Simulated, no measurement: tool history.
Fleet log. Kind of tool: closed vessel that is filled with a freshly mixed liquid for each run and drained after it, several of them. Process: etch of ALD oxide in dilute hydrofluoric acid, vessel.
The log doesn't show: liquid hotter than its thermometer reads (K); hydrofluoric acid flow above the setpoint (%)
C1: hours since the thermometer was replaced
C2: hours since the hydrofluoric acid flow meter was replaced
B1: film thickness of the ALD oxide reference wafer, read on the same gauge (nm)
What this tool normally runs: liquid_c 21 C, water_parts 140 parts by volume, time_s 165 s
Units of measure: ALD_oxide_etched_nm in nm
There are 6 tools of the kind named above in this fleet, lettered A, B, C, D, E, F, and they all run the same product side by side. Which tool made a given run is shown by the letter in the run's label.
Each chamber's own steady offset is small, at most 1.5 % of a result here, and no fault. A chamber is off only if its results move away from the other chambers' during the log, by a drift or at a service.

run 1A hour=2.4 | liquid_c=21 water_parts=140 time_s=165 | C1=663.2 C2=1258.5 | B1=49.999 | ALD_oxide_etched_nm=31.999
run 2F hour=6.4 | liquid_c=21 water_parts=140 time_s=165 | C1=69 C2=104.8 | B1=50.006 | ALD_oxide_etched_nm=31.837
run 3E hour=10.9 | liquid_c=21 water_parts=140 time_s=165 | C1=1978.5 C2=1466.8 | B1=50.023 | ALD_oxide_etched_nm=31.922
run 4C hour=14.2 | liquid_c=21 water_parts=140 time_s=165 | C1=274.5 C2=1049.9 | B1=49.998 | ALD_oxide_etched_nm=32.975
run 5B hour=16.9 | liquid_c=21 water_parts=140 time_s=165 | C1=2283.8 C2=1293.7 | B1=49.978 | ALD_oxide_etched_nm=32.514
run 6D hour=20.3 | liquid_c=21 water_parts=140 time_s=165 | C1=732.1 C2=502 | B1=50.027 | ALD_oxide_etched_nm=33.149
run 7E hour=23.7 | liquid_c=21 water_parts=140 time_s=165 | C1=1991.3 C2=1479.6 | B1=49.984 | ALD_oxide_etched_nm=32.327
run 8D hour=27.5 | liquid_c=21 water_parts=140 time_s=165 | C1=739.3 C2=509.2 | B1=50.005 | ALD_oxide_etched_nm=32.431
run 9F hour=31.6 | liquid_c=21 water_parts=140 time_s=165 | C1=94.2 C2=130 | B1=49.966 | ALD_oxide_etched_nm=32.589
run 10C hour=36.2 | liquid_c=21 water_parts=140 time_s=165 | C1=296.5 C2=1071.9 | B1=50.004 | ALD_oxide_etched_nm=33.287
run 11B hour=40.3 | liquid_c=21 water_parts=140 time_s=165 | C1=2307.2 C2=1317.1 | B1=49.997 | ALD_oxide_etched_nm=32.587
run 12A hour=44.8 | liquid_c=21 water_parts=140 time_s=165 | C1=705.6 C2=1300.9 | B1=49.984 | ALD_oxide_etched_nm=32.824
run 13E hour=47.8 | liquid_c=21 water_parts=140 time_s=165 | C1=2015.4 C2=1503.7 | B1=49.972 | ALD_oxide_etched_nm=32.271
run 14A hour=50.3 | liquid_c=21 water_parts=140 time_s=165 | C1=711.1 C2=1306.4 | B1=50.017 | ALD_oxide_etched_nm=32.841
run 15D hour=54.5 | liquid_c=21 water_parts=140 time_s=165 | C1=766.3 C2=536.2 | B1=50.007 | ALD_oxide_etched_nm=32.914
run 16B hour=57.4 | liquid_c=21 water_parts=140 time_s=165 | C1=2324.3 C2=1334.2 | B1=50.007 | ALD_oxide_etched_nm=32.159
run 17C hour=61.8 | liquid_c=21 water_parts=140 time_s=165 | C1=322.1 C2=1097.5 | B1=49.989 | ALD_oxide_etched_nm=34.189
run 18F hour=65.3 | liquid_c=21 water_parts=115 time_s=165 | C1=127.9 C2=163.7 | B1=50.006 | ALD_oxide_etched_nm=39.931
run 19B hour=68.8 | liquid_c=21 water_parts=115 time_s=165 | C1=2335.7 C2=1345.6 | B1=50.035 | ALD_oxide_etched_nm=40.426
run 20C hour=73.1 | liquid_c=21 water_parts=115 time_s=165 | C1=333.4 C2=1108.8 | B1=49.996 | ALD_oxide_etched_nm=42.887
run 21F hour=76.9 | liquid_c=21 water_parts=115 time_s=165 | C1=139.5 C2=175.3 | B1=49.979 | ALD_oxide_etched_nm=40.373
run 22E hour=80.6 | liquid_c=21 water_parts=115 time_s=165 | C1=2048.2 C2=1536.5 | B1=50.008 | ALD_oxide_etched_nm=40.842
run 23A hour=83 | liquid_c=21 water_parts=115 time_s=165 | C1=743.8 C2=1339.1 | B1=49.954 | ALD_oxide_etched_nm=40.819
run 24D hour=86.6 | liquid_c=21 water_parts=140 time_s=165 | C1=798.4 C2=568.3 | B1=50.021 | ALD_oxide_etched_nm=32.768
run 25D hour=88.7 | liquid_c=21 water_parts=140 time_s=165 | C1=800.5 C2=570.4 | B1=49.982 | ALD_oxide_etched_nm=33.132
run 26B hour=90.8 | liquid_c=21 water_parts=140 time_s=165 | C1=2357.7 C2=1367.6 | B1=49.997 | ALD_oxide_etched_nm=32.606
run 27A hour=93.5 | liquid_c=21 water_parts=140 time_s=165 | C1=754.3 C2=1349.6 | B1=49.993 | ALD_oxide_etched_nm=32.287
run 28E hour=95.8 | liquid_c=26 water_parts=140 time_s=70 | C1=2063.4 C2=1551.7 | B1=50.011 | ALD_oxide_etched_nm=16.702
run 29C hour=100.2 | liquid_c=26 water_parts=140 time_s=70 | C1=360.5 C2=1135.9 | B1=49.992 | ALD_oxide_etched_nm=17.983
run 30F hour=103.2 | liquid_c=26 water_parts=140 time_s=70 | C1=165.8 C2=201.6 | B1=50.017 | ALD_oxide_etched_nm=16.658
run 31D hour=106.8 | liquid_c=26 water_parts=140 time_s=70 | C1=818.6 C2=588.5 | B1=50.028 | ALD_oxide_etched_nm=16.908
run 32E hour=110.5 | liquid_c=26 water_parts=140 time_s=70 | C1=2078.1 C2=1566.4 | B1=49.985 | ALD_oxide_etched_nm=16.565
run 33F hour=115.1 | liquid_c=26 water_parts=140 time_s=70 | C1=177.7 C2=213.5 | B1=50.024 | ALD_oxide_etched_nm=16.394
run 34A hour=118.7 | liquid_c=21 water_parts=140 time_s=165 | C1=779.5 C2=1374.8 | B1=49.968 | ALD_oxide_etched_nm=32.238
run 35C hour=120.9 | liquid_c=21 water_parts=170 time_s=165 | C1=381.2 C2=1156.6 | B1=49.989 | ALD_oxide_etched_nm=28.284
run 36B hour=123.4 | liquid_c=21 water_parts=170 time_s=165 | C1=2390.3 C2=1400.2 | B1=50.01 | ALD_oxide_etched_nm=26.04
run 37F hour=126.4 | liquid_c=21 water_parts=170 time_s=165 | C1=189 C2=224.8 | B1=50.006 | ALD_oxide_etched_nm=25.572
run 38C hour=130.9 | liquid_c=21 water_parts=170 time_s=165 | C1=391.2 C2=1166.6 | B1=49.984 | ALD_oxide_etched_nm=28.535
run 39D hour=134.2 | liquid_c=21 water_parts=170 time_s=165 | C1=846 C2=615.9 | B1=49.995 | ALD_oxide_etched_nm=26.302
run 40E hour=136.3 | liquid_c=21 water_parts=170 time_s=165 | C1=2103.9 C2=1592.2 | B1=50.04 | ALD_oxide_etched_nm=25.775
run 41B hour=140 | liquid_c=21 water_parts=140 time_s=165 | C1=2406.9 C2=1416.8 | B1=50.001 | ALD_oxide_etched_nm=32.436

Each of the 6 chambers runs these same settings next. Fill in every chamber's results:
run 42A hour=143.3 | liquid_c=21 water_parts=140 time_s=165 | ALD_oxide_etched_nm=?
run 42B hour=143.3 | liquid_c=21 water_parts=140 time_s=165 | ALD_oxide_etched_nm=?
run 42C hour=143.3 | liquid_c=21 water_parts=140 time_s=165 | ALD_oxide_etched_nm=?
run 42D hour=143.3 | liquid_c=21 water_parts=140 time_s=165 | ALD_oxide_etched_nm=?
run 42E hour=143.3 | liquid_c=21 water_parts=140 time_s=165 | ALD_oxide_etched_nm=?
run 42F hour=143.3 | liquid_c=21 water_parts=140 time_s=165 | ALD_oxide_etched_nm=?

run=42A ALD_oxide_etched_nm=32.302
run=42B ALD_oxide_etched_nm=32.446
run=42C ALD_oxide_etched_nm=36.306
run=42D ALD_oxide_etched_nm=32.939
run=42E ALD_oxide_etched_nm=32.269
run=42F ALD_oxide_etched_nm=31.827
